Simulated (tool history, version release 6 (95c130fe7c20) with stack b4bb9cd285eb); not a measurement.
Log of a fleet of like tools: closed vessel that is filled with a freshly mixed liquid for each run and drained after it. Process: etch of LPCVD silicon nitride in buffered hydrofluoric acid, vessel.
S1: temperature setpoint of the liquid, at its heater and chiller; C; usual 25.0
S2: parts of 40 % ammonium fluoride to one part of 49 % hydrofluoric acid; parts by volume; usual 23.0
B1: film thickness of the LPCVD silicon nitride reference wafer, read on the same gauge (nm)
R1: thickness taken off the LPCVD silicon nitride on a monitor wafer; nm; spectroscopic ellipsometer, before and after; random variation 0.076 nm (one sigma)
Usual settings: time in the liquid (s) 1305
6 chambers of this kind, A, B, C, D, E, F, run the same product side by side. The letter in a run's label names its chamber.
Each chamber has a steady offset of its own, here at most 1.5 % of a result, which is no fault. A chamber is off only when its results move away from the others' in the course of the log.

{"run": "1C", "hour": 8.9, "S1": 25.0, "S2": 23.0, "time in the liquid (s)": 1305, "B1": 90.015, "R1": 9.4777}
{"run": "2B", "hour": 15.9, "S1": 25.0, "S2": 23.0, "time in the liquid (s)": 1305, "B1": 90.006, "R1": 9.2062}
{"run": "3A", "hour": 25.9, "S1": 25.0, "S2": 23.0, "time in the liquid (s)": 1305, "B1": 89.983, "R1": 9.3077}
{"run": "4F", "hour": 33.0, "S1": 25.0, "S2": 23.0, "time in the liquid (s)": 1305, "B1": 89.995, "R1": 9.23}
{"run": "5E", "hour": 40.0, "S1": 22.0, "S2": 17.5, "time in the liquid (s)": 1305, "B1": 89.991, "R1": 9.934}
{"run": "6D", "hour": 51.7, "S1": 22.0, "S2": 17.5, "time in the liquid (s)": 1305, "B1": 89.997, "R1": 9.9044}
{"run": "7B", "hour": 60.1, "S1": 22.0, "S2": 17.5, "time in the liquid (s)": 1305, "B1": 89.997, "R1": 9.9627}
{"run": "8F", "hour": 71.8, "S1": 22.0, "S2": 17.5, "time in the liquid (s)": 1305, "B1": 90.001, "R1": 9.9037}
{"hour": 76.2, "done": "chamber F: thermometer replaced"}
{"run": "9A", "hour": 77.8, "S1": 22.0, "S2": 17.5, "time in the liquid (s)": 1305, "B1": 89.993, "R1": 10.039}
{"run": "10E", "hour": 87.3, "S1": 22.0, "S2": 17.5, "time in the liquid (s)": 1305, "B1": 89.967, "R1": 9.9509}
{"run": "11C", "hour": 100.5, "S1": 26.5, "S2": 23.0, "time in the liquid (s)": 695, "B1": 89.987, "R1": 5.3646}
{"run": "12D", "hour": 109.3, "S1": 26.5, "S2": 23.0, "time in the liquid (s)": 695, "B1": 90.023, "R1": 5.356}
{"run": "13F", "hour": 119.6, "S1": 26.5, "S2": 23.0, "time in the liquid (s)": 695, "B1": 89.994, "R1": 5.4232}
{"run": "14B", "hour": 130.3, "S1": 26.5, "S2": 23.0, "time in the liquid (s)": 695, "B1": 90.025, "R1": 5.4055}
{"run": "15C", "hour": 141.5, "S1": 26.5, "S2": 23.0, "time in the liquid (s)": 695, "B1": 89.992, "R1": 5.3844}
{"run": "16A", "hour": 153.4, "S1": 26.5, "S2": 23.0, "time in the liquid (s)": 695, "B1": 89.989, "R1": 5.3402}
{"run": "17D", "hour": 163.9, "S1": 25.0, "S2": 23.0, "time in the liquid (s)": 1305, "B1": 90.021, "R1": 9.1913}
{"run": "18E", "hour": 173.9, "S1": 25.0, "S2": 23.0, "time in the liquid (s)": 1305, "B1": 90.027, "R1": 9.1921}
{"run": "19A", "hour": 182.5, "S1": 22.5, "S2": 23.0, "time in the liquid (s)": 1305, "B1": 89.992, "R1": 8.1875}
{"run": "20C", "hour": 191.9, "S1": 22.5, "S2": 23.0, "time in the liquid (s)": 1305, "B1": 90.017, "R1": 8.1835}
{"run": "21E", "hour": 199.7, "S1": 22.5, "S2": 23.0, "time in the liquid (s)": 1305, "B1": 90.022, "R1": 8.0304}
{"run": "22D", "hour": 208.3, "S1": 22.5, "S2": 23.0, "time in the liquid (s)": 1305, "B1": 90.015, "R1": 8.0295}
{"run": "23B", "hour": 221.2, "S1": 22.5, "S2": 23.0, "time in the liquid (s)": 1305, "B1": 89.996, "R1": 8.1359}
{"run": "24F", "hour": 231.7, "S1": 22.5, "S2": 23.0, "time in the liquid (s)": 1305, "B1": 89.997, "R1": 8.1287}
{"run": "25B", "hour": 241.3, "S1": 25.0, "S2": 23.0, "time in the liquid (s)": 1740, "B1": 89.981, "R1": 12.485}
{"run": "26A", "hour": 253.8, "S1": 25.0, "S2": 23.0, "time in the liquid (s)": 1740, "B1": 89.989, "R1": 12.351}
{"run": "27D", "hour": 263.8, "S1": 25.0, "S2": 23.0, "time in the liquid (s)": 1740, "B1": 90.0, "R1": 12.378}
{"run": "28E", "hour": 276.3, "S1": 25.0, "S2": 23.0, "time in the liquid (s)": 1740, "B1": 89.984, "R1": 12.505}
{"run": "29C", "hour": 285.0, "S1": 25.0, "S2": 23.0, "time in the liquid (s)": 1740, "B1": 89.957, "R1": 12.528}
{"run": "30F", "hour": 292.0, "S1": 25.0, "S2": 23.0, "time in the liquid (s)": 1740, "B1": 90.0, "R1": 12.458}
{"run": "31C", "hour": 302.4, "S1": 25.0, "S2": 23.0, "time in the liquid (s)": 1305, "B1": 89.995, "R1": 9.486}
{"run": "32D", "hour": 313.2, "S1": 25.0, "S2": 23.0, "time in the liquid (s)": 1305, "B1": 89.998, "R1": 9.22}
{"run": "33A", "hour": 319.4, "S1": 25.0, "S2": 23.0, "time in the liquid (s)": 1305, "B1": 89.981, "R1": 9.3132}
{"run": "34F", "hour": 325.3, "S1": 25.0, "S2": 23.0, "time in the liquid (s)": 1305, "B1": 90.002, "R1": 9.258}
{"run": "35B", "hour": 338.5, "S1": 25.0, "S2": 23.0, "time in the liquid (s)": 1305, "B1": 89.993, "R1": 9.3372}
{"run": "36E", "hour": 344.9, "S1": 25.0, "S2": 23.0, "time in the liquid (s)": 1305, "B1": 90.002, "R1": 9.3016}
{"run": "37E", "hour": 351.8, "S1": 25.0, "S2": 23.0, "time in the liquid (s)": 1305, "B1": 90.018, "R1": 9.137}
{"run": "38A", "hour": 359.6, "S1": 25.0, "S2": 23.0, "time in the liquid (s)": 1305, "B1": 89.996, "R1": 9.3307}
{"run": "39D", "hour": 371.1, "S1": 25.0, "S2": 14.5, "time in the liquid (s)": 1305, "B1": 90.004, "R1": 13.929}
{"run": "40F", "hour": 382.9, "S1": 25.0, "S2": 14.5, "time in the liquid (s)": 1305, "B1": 90.002, "R1": 14.274}
{"run": "41C", "hour": 391.2, "S1": 25.0, "S2": 14.5, "time in the liquid (s)": 1305, "B1": 89.998, "R1": 14.101}
{"run": "42B", "hour": 397.6, "S1": 25.0, "S2": 14.5, "time in the liquid (s)": 1305, "B1": 89.996, "R1": 14.119}

Next, every chamber runs the same settings. What will each give?
{"run": "43A", "hour": 407.1, "S1": 25.0, "S2": 23.0, "time in the liquid (s)": 1305, "R1": "?"}
{"run": "43B", "hour": 407.1, "S1": 25.0, "S2": 23.0, "time in the liquid (s)": 1305, "R1": "?"}
{"run": "43C", "hour": 407.1, "S1": 25.0, "S2": 23.0, "time in the liquid (s)": 1305, "R1": "?"}
{"run": "43D", "hour": 407.1, "S1": 25.0, "S2": 23.0, "time in the liquid (s)": 1305, "R1": "?"}
{"run": "43E", "hour": 407.1, "S1": 25.0, "S2": 23.0, "time in the liquid (s)": 1305, "R1": "?"}
{"run": "43F", "hour": 407.1, "S1": 25.0, "S2": 23.0, "time in the liquid (s)": 1305, "R1": "?"}

run=43A R1=9.2819
run=43B R1=9.2697
run=43C R1=9.4097
run=43D R1=9.1670
run=43E R1=9.2862
run=43F R1=9.3088
